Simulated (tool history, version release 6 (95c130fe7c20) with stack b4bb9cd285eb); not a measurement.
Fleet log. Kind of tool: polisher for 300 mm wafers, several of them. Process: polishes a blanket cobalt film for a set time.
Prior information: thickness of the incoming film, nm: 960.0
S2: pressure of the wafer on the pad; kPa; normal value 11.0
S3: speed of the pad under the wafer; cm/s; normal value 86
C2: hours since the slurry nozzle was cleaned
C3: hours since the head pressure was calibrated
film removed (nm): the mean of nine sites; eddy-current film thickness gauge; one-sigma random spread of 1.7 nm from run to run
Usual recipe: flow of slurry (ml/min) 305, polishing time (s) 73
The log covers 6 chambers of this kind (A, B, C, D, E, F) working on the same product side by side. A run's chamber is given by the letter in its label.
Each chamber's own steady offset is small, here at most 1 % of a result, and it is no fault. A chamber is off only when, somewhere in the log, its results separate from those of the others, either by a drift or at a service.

At hour 3.3: chamber B: worn pad replaced by a new one.
Run 1F, hour 9.1: usual settings; wafers polished on this pad 465; C2 449.1; C3 376.4. Result: film removed (nm) 252.94.
Run 2E, hour 17.2: usual settings; wafers polished on this pad 765; C2 383.7; C3 71.7. Result: film removed (nm) 256.29.
At hour 20.3: chamber B: slurry nozzle cleaned.
Run 3D, hour 26.5: usual settings; wafers polished on this pad 311; C2 897.2; C3 454.2. Result: film removed (nm) 253.07.
At hour 33.1: chamber B: head pressure recalibrated.
Run 4A, hour 33.6: usual settings; wafers polished on this pad 642; C2 103.1; C3 42.2. Result: film removed (nm) 254.83.
At hour 35.8: chamber A: worn pad replaced by a new one.
Run 5C, hour 43.1: usual settings; wafers polished on this pad 1018; C2 44.7; C3 95.2. Result: film removed (nm) 255.96.
At hour 45.7: chamber C: worn pad replaced by a new one.
Run 6B, hour 47.7: usual settings; wafers polished on this pad 476; C2 27.4; C3 14.6. Result: film removed (nm) 251.97.
Run 7F, hour 54.5: usual settings; wafers polished on this pad 951; C2 494.5; C3 421.8. Result: film removed (nm) 251.24.
At hour 56.8: chamber E: worn pad replaced by a new one.
Run 8E, hour 59.7: usual settings; wafers polished on this pad 31; C2 426.2; C3 114.2. Result: film removed (nm) 255.53.
Run 9A, hour 64.9: usual settings; wafers polished on this pad 312; C2 134.4; C3 73.5. Result: film removed (nm) 254.25.
At hour 66.5: chamber B: worn pad replaced by a new one.
Run 10B, hour 69.9: usual settings; wafers polished on this pad 36; C2 49.6; C3 36.8. Result: film removed (nm) 256.58.
At hour 70.5: chamber F: worn pad replaced by a new one.
Run 11C, hour 75.3: usual settings; wafers polished on this pad 317; C2 76.9; C3 127.4. Result: film removed (nm) 258.02.
At hour 77.3: chamber D: worn pad replaced by a new one.
Run 12D, hour 84.2: usual settings; wafers polished on this pad 74; C2 954.9; C3 511.9. Result: film removed (nm) 252.62.
At hour 88.0: chamber A: worn pad replaced by a new one.
At hour 89.4: chamber D: slurry nozzle cleaned.
Run 13B, hour 92.8: usual settings; wafers polished on this pad 282; C2 72.5; C3 59.7. Result: film removed (nm) 250.08.
Run 14D, hour 101.7: usual settings; wafers polished on this pad 261; C2 12.3; C3 529.4. Result: film removed (nm) 253.46.
Run 15E, hour 109.4: usual settings; wafers polished on this pad 563; C2 475.9; C3 163.9. Result: film removed (nm) 258.14.
Run 16A, hour 115.4: usual settings; wafers polished on this pad 294; C2 184.9; C3 124.0. Result: film removed (nm) 251.91.
Run 17F, hour 119.7: usual settings; wafers polished on this pad 527; C2 559.7; C3 487.0. Result: film removed (nm) 252.82.
At hour 128.0: chamber B: worn pad replaced by a new one.
Run 18C, hour 128.8: usual settings; wafers polished on this pad 890; C2 130.4; C3 180.9. Result: film removed (nm) 256.05.
At hour 132.6: chamber C: worn pad replaced by a new one.
Run 19E, hour 134.9: usual settings; wafers polished on this pad 837; C2 501.4; C3 189.4. Result: film removed (nm) 253.49.
Run 20D, hour 140.5: usual settings; wafers polished on this pad 677; C2 51.1; C3 568.2. Result: film removed (nm) 254.25.
At hour 142.1: chamber A: worn pad replaced by a new one.
At hour 143.6: chamber F: head pressure recalibrated.
Run 21A, hour 144.9: usual settings; wafers polished on this pad 30; C2 214.4; C3 153.5. Result: film removed (nm) 254.52.
At hour 152.4: chamber E: worn pad replaced by a new one.
Run 22C, hour 153.1: usual settings; wafers polished on this pad 220; C2 154.7; C3 205.2. Result: film removed (nm) 256.29.
At hour 155.3: chamber D: worn pad replaced by a new one.
Run 23B, hour 162.7: usual settings; wafers polished on this pad 372; C2 142.4; C3 129.6. Result: film removed (nm) 256.22.
Run 24F, hour 169.2: usual settings; wafers polished on this pad 1058; C2 609.2; C3 25.6. Result: film removed (nm) 233.61.
Run 25E, hour 177.6: usual settings but S2 8.3 kPa, polishing time (s) 61; wafers polished on this pad 271; C2 544.1; C3 232.1. Result: film removed (nm) 161.97.
At hour 181.5: chamber B: worn pad replaced by a new one.
Run 26D, hour 184.1: usual settings but S2 8.3 kPa, polishing time (s) 61; wafers polished on this pad 309; C2 94.7; C3 611.8. Result: film removed (nm) 158.74.
Run 27B, hour 189.6: usual settings but S2 8.3 kPa, polishing time (s) 61; wafers polished on this pad 87; C2 169.3; C3 156.5. Result: film removed (nm) 158.92.
Run 28C, hour 195.1: usual settings but S2 8.3 kPa, polishing time (s) 61; wafers polished on this pad 670; C2 196.7; C3 247.2. Result: film removed (nm) 159.35.
At hour 197.3: chamber A: worn pad replaced by a new one.
Run 29F, hour 200.5: usual settings but S2 8.3 kPa, polishing time (s) 61; wafers polished on this pad 1393; C2 640.5; C3 56.9. Result: film removed (nm) 145.69.
Run 30A, hour 205.0: usual settings but S2 8.3 kPa, polishing time (s) 61; wafers polished on this pad 83; C2 274.5; C3 213.6. Result: film removed (nm) 160.27.
At hour 206.4: chamber F: worn pad replaced by a new one.
Run 31E, hour 209.7: usual settings; wafers polished on this pad 615; C2 576.2; C3 264.2. Result: film removed (nm) 255.76.
At hour 213.4: chamber B: slurry nozzle cleaned.
Run 32C, hour 214.2: usual settings; wafers polished on this pad 875; C2 215.8; C3 266.3. Result: film removed (nm) 255.65.
Run 33D, hour 219.7: usual settings; wafers polished on this pad 691; C2 130.3; C3 647.4. Result: film removed (nm) 254.45.
Run 34B, hour 225.5: usual settings; wafers polished on this pad 472; C2 12.2; C3 192.4. Result: film removed (nm) 255.91.
At hour 226.2: chamber C: worn pad replaced by a new one.
At hour 228.7: chamber D: worn pad replaced by a new one.
Run 35A, hour 232.1: usual settings but S3 110 cm/s; wafers polished on this pad 373; C2 301.6; C3 240.7. Result: film removed (nm) 327.96.
Run 36F, hour 241.7: usual settings but S3 110 cm/s; wafers polished on this pad 378; C2 681.7; C3 98.1. Result: film removed (nm) 298.26.
At hour 249.4: chamber A: worn pad replaced by a new one.
Run 37D, hour 251.3: usual settings but S3 110 cm/s; wafers polished on this pad 242; C2 161.9; C3 679.0. Result: film removed (nm) 327.93.
Run 38A, hour 257.8: usual settings but S3 110 cm/s; wafers polished on this pad 90; C2 327.3; C3 266.4. Result: film removed (nm) 324.06.
Run 39C, hour 265.7: usual settings but S3 110 cm/s; wafers polished on this pad 423; C2 267.3; C3 317.8. Result: film removed (nm) 326.75.

Predict what each chamber gives when all 6 of them run the settings below next.
Run 40A, hour 272.7: usual settings but S2 7.6 kPa. Result: film removed (nm) ?.
Run 40B, hour 272.7: usual settings but S2 7.6 kPa. Result: film removed (nm) ?.
Run 40C, hour 272.7: usual settings but S2 7.6 kPa. Result: film removed (nm) ?.
Run 40D, hour 272.7: usual settings but S2 7.6 kPa. Result: film removed (nm) ?.
Run 40E, hour 272.7: usual settings but S2 7.6 kPa. Result: film removed (nm) ?.
Run 40F, hour 272.7: usual settings but S2 7.6 kPa. Result: film removed (nm) ?.

run  film removed (nm)
40A             175.59
40B             175.27
40C             174.30
40D             176.31
40E             175.31
40F             162.54
